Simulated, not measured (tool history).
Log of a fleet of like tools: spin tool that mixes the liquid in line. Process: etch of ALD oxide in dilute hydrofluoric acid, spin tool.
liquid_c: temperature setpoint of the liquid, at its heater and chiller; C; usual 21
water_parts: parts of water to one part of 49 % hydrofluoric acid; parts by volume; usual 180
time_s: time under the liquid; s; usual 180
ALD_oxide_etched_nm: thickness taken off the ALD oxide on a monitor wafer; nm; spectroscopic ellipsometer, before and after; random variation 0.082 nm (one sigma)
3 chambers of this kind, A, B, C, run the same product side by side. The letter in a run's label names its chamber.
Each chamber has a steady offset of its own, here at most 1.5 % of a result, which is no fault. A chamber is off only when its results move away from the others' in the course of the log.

| run | hour | liquid_c | water_parts | time_s | hours since the thermometer was replaced | hours since the hydrofluoric acid flow meter was replaced | read-back film thickness of the ALD oxide reference wafer, read on the same gauge (nm) | ALD_oxide_etched_nm |
|---|---|---|---|---|---|---|---|---|
| 1B | 4.8 | 21 | 180 | 180 | 541.6 | 889.2 | 30.019 | 13.004 |
| 2C | 13.3 | 21 | 180 | 180 | 380.8 | 815.9 | 29.999 | 13.25 |
| 3A | 20.4 | 21 | 180 | 180 | 1262.3 | 81.4 | 29.989 | 13.148 |
| 4C | 27.2 | 21 | 180 | 180 | 394.7 | 829.8 | 30.031 | 13.151 |
| 5A | 34.7 | 21 | 180 | 180 | 1276.6 | 95.7 | 30.016 | 13.017 |
| 6B | 40 | 21 | 180 | 180 | 576.8 | 924.4 | 29.983 | 13.154 |
| 7A | 47.8 | 21 | 180 | 180 | 1289.7 | 108.8 | 29.999 | 13.225 |
| 8B | 56.9 | 21 | 180 | 180 | 593.7 | 941.3 | 30.018 | 13.173 |
| 9C | 65.3 | 21 | 180 | 180 | 432.8 | 867.9 | 29.987 | 13.345 |
| 10A | 74.8 | 21 | 180 | 180 | 1316.7 | 135.8 | 29.99 | 13.237 |
| 11C | 79.5 | 22.5 | 180 | 180 | 447 | 882.1 | 30.013 | 14.037 |
| 12B | 87 | 22.5 | 180 | 180 | 623.8 | 971.4 | 29.972 | 13.986 |
| 13A | 93.5 | 22.5 | 180 | 180 | 1335.4 | 154.5 | 29.984 | 14.119 |
| 14C | 98.5 | 21 | 180 | 180 | 466 | 901.1 | 30.01 | 13.26 |
| 15B | 106.1 | 18.5 | 180 | 280 | 642.9 | 990.5 | 29.993 | 18.447 |
| 16B | 114.7 | 18.5 | 180 | 280 | 651.5 | 999.1 | 29.973 | 18.44 |
| 17C | 119.2 | 18.5 | 180 | 280 | 486.7 | 921.8 | 29.978 | 18.882 |
| 18A | 124.6 | 21 | 180 | 180 | 1366.5 | 185.6 | 30.02 | 13.301 |
| 19C | 133.9 | 21 | 180 | 180 | 501.4 | 936.5 | 29.99 | 13.337 |
| 20A | 142.2 | 21 | 180 | 180 | 1384.1 | 203.2 | 29.992 | 13.211 |
| 21B | 149.1 | 21 | 180 | 180 | 685.9 | 1033.5 | 30.019 | 13.009 |
| 22C | 156.7 | 21 | 180 | 180 | 524.2 | 959.3 | 30.014 | 13.303 |
| 23B | 165.3 | 21 | 180 | 180 | 702.1 | 1049.7 | 29.964 | 13.176 |
| 24A | 173.8 | 21 | 180 | 180 | 1415.7 | 234.8 | 29.978 | 13.242 |
| 25C | 181.4 | 17 | 180 | 180 | 548.9 | 984 | 30.014 | 11.293 |
|  | 184.8 | chamber B: thermometer replaced |
| 26A | 185.9 | 17 | 180 | 180 | 1427.8 | 246.9 | 30.007 | 11.263 |
| 27B | 193.4 | 17 | 180 | 180 | 8.6 | 1077.8 | 30.006 | 11.037 |
| 28A | 198.1 | 21 | 180 | 180 | 1440 | 259.1 | 29.987 | 13.247 |
| 29C | 205.2 | 21 | 180 | 180 | 572.7 | 1007.8 | 29.993 | 13.239 |
| 30B | 214.3 | 18.5 | 180 | 180 | 29.5 | 1098.7 | 29.98 | 11.906 |
| 31C | 222.2 | 18.5 | 180 | 180 | 589.7 | 1024.8 | 29.963 | 12.083 |
| 32B | 230.1 | 18.5 | 180 | 180 | 45.3 | 1114.5 | 30.004 | 11.698 |
| 33A | 234.7 | 21 | 180 | 180 | 1476.6 | 295.7 | 29.999 | 13.2 |
|  | 237.6 | chamber C: thermometer replaced |
| 34A | 240.4 | 21 | 180 | 180 | 1482.3 | 301.4 | 30.028 | 13.118 |
| 35B | 246.7 | 21 | 180 | 180 | 61.9 | 1131.1 | 29.99 | 13.042 |
| 36C | 253.1 | 21 | 180 | 180 | 15.6 | 1055.7 | 30.035 | 13.408 |
| 37C | 257.6 | 21 | 180 | 180 | 20.1 | 1060.2 | 29.995 | 13.257 |
| 38A | 264.6 | 21 | 180 | 180 | 1506.5 | 325.6 | 29.983 | 13.129 |
| 39B | 272.7 | 21 | 180 | 180 | 87.9 | 1157.1 | 29.994 | 13.225 |
| 40A | 279.8 | 21 | 180 | 180 | 1521.7 | 340.8 | 29.987 | 13.164 |

All 3 chambers run these settings next. Forecast each chamber's results:
| 41A | 287 | 21 | 180 | 180 |  |  |  | ? |
| 41B | 287 | 21 | 180 | 180 |  |  |  | ? |
| 41C | 287 | 21 | 180 | 180 |  |  |  | ? |

| run | ALD_oxide_etched_nm |
|---|---|
| 41A | 13.299 |
| 41B | 13.108 |
| 41C | 13.212 |

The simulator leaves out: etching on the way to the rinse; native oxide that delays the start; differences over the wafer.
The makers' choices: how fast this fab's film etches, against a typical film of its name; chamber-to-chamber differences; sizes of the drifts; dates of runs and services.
